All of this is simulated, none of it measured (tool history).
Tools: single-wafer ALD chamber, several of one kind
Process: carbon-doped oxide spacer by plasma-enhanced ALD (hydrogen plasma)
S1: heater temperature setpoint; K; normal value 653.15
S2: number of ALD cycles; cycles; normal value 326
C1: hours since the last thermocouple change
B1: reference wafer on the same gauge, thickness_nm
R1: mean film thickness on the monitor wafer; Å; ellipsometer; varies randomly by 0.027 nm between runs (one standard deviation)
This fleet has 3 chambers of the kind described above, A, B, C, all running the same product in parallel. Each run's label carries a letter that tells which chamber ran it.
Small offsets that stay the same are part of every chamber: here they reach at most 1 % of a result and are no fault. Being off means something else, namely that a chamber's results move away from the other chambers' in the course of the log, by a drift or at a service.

run   hour      S1   S2      C1      B1      R1
 1A    7.1  653.15  326  1262.5  17.297  161.86
 2C   12.3  653.15  326     591  17.311   162.6
 3B   18.9  653.15  326   406.5  17.298  163.46
 4B   29.1  653.15  326   416.7  17.318  163.39
 5A   37.4  653.15  326  1292.8  17.318  162.41
 6C   45.4  653.15  326   624.1  17.323  163.02
 7C   52.6  653.15  326   631.3  17.317  163.55
 8A   64.1  653.15  326  1319.5  17.324  162.33
 9B   73.4  653.15  326     461  17.331  164.02
10B   81.7  653.15  326   469.3  17.332  164.26
11A   90.1  648.15  384  1345.5  17.333  191.14
12C   98.3  648.15  384     677  17.342  192.46
13C  110.1  648.15  384   688.8  17.345  192.55
14B  118.8  653.15  326   506.4  17.351  164.34
       123  -- chamber A: thermocouple changed; heater temperature recalibrated
15A  124.9  653.15  326       2  17.351  162.91
16C    131  653.15  384   709.7  17.349  192.37
17A    141  653.15  384    18.1   17.36  191.38
18B  151.2  653.15  384   538.8  17.362  192.81
19B  158.1  664.15  326   545.7  17.363  164.46
20A  163.7  664.15  326    40.8  17.372  162.77
21C  174.8  664.15  326   753.5  17.374   163.7
22A    182  653.15  326    59.1  17.375   162.2
23C  190.5  653.15  326   769.2  17.376   164.1
24B  196.1  653.15  326   583.7   17.38   164.5
25C  207.8  653.15  326   786.5  17.389  164.22
26A  218.9  653.15  326      96  17.398  163.08
27B  227.7  653.15  326   615.3  17.402  164.48
28A  237.7  653.15  326   114.8    17.4  163.06
29C  245.5  653.15  326   824.2  17.399  164.65
30B  252.5  653.15  326   640.1  17.402  164.39
31B  263.6  653.15  326   651.2  17.411  164.77
32A  270.6  653.15  326   147.7  17.412  163.31

Which is it: a chamber that has drifted or been left off by a service, a gauge drift common to all chambers, or only each chamber's usual small offset? If a chamber is off, name it and its likeliest cause.

It is the gauge, not a chamber: its drift shows up in every chamber's results at once, and no chamber is off.
What lies behind it: gauge reads high (%) = 0.675.

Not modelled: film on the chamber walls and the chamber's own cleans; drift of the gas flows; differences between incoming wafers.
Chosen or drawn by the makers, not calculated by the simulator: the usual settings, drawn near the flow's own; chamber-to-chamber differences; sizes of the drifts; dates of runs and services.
